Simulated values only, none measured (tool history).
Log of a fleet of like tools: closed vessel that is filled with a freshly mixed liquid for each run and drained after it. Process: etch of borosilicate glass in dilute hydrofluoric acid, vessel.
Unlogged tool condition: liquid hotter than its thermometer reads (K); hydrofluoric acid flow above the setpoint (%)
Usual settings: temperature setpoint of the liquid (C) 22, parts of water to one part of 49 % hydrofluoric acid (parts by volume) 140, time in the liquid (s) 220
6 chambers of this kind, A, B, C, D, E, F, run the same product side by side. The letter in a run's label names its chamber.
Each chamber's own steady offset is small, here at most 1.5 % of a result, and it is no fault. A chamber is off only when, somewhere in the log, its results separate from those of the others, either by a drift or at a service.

run	hour	temperature setpoint of the liquid (C)	parts of water to one part of 49 % hydrofluoric acid (parts by volume)	time in the liquid (s)	hours since the thermometer was replaced	hours since the hydrofluoric acid flow meter was replaced	read-back film thickness of the borosilicate glass reference wafer, read on the same gauge (nm)	thickness taken off the borosilicate glass on a monitor wafer (angstrom)
1A	10.8	22	140	220	746.8	518.6	80.001	421.89
2B	20.1	22	140	220	864.5	500	79.993	425.66
3F	29.1	22	140	220	132.5	391.2	80.011	415.46
4C	40.6	22	140	220	1093.9	180.7	79.982	426.25
5E	46.7	22	140	300	227.5	750.7	79.992	572.45
6D	53.8	22	140	300	779.2	1836.6	79.994	566.44
7F	65.1	22	140	300	168.5	427.2	80.027	572.31
8C	77.1	22	140	300	1130.4	217.2	79.981	577.22
9A	82.9	22	140	300	818.9	590.7	80.025	574.1
10D	89.8	22	140	300	815.2	1872.6	80.026	572.39
11E	99.3	18	140	310	280.1	803.3	80.002	499.64
12B	106.7	18	140	310	951.1	586.6	80.007	511.28
13A	113.7	18	140	310	849.7	621.5	80.022	499.88
14F	120.7	18	140	310	224.1	482.8	79.984	505.74
15D	126.1	18	140	310	851.5	1908.9	79.988	503.55
# hour 127.7: chamber A: hydrofluoric acid flow meter replaced
16B	134.8	18	140	310	979.2	614.7	80.007	513.44
17E	146.8	22	140	220	327.6	850.8	80.004	416.83
18C	153.8	22	140	220	1207.1	293.9	79.993	422.21
19D	165	22	140	220	890.4	1947.8	79.978	420.62
20C	176.8	22	140	220	1230.1	316.9	80.007	426.21
21E	186.3	22	140	220	367.1	890.3	80.004	417.85
22F	194	22	140	220	297.4	556.1	80.014	424.77
23A	201.9	22	140	220	937.9	74.3	80.033	421.3
24B	212.3	22	140	220	1056.7	692.2	80.012	425.54
25B	218.9	22	140	275	1063.3	698.8	79.996	528.27
26E	225.2	22	140	275	406	929.2	79.997	520.4
27D	236.7	22	140	275	962.1	2019.5	79.981	525.08
28F	244.4	22	140	275	347.8	606.5	79.961	543.4
29A	252.6	22	140	275	988.6	125	80.007	523.49
30C	261.4	22	140	275	1314.7	401.5	80.034	527.67
31E	269.9	22	140	220	450.7	973.9	79.992	419.8
32F	280.4	22	140	220	383.8	642.5	80.007	438.38
33A	292	22	140	220	1028	164.4	80.024	416.07
34B	298.3	22	140	220	1142.7	778.2	80.01	424.46
35D	308.1	22	140	220	1033.5	2090.9	80.007	422.13
36C	313.7	22	175	220	1367	453.8	79.98	323.65

All 6 chambers run these settings next. Forecast each chamber's results:
37A	322.4	26.5	140	220				?
37B	322.4	26.5	140	220				?
37C	322.4	26.5	140	220				?
37D	322.4	26.5	140	220				?
37E	322.4	26.5	140	220				?
37F	322.4	26.5	140	220				?

run	thickness taken off the borosilicate glass on a monitor wafer (angstrom)
37A	497.42
37B	505.12
37C	501.9
37D	496.95
37E	501.9
37F	517.89
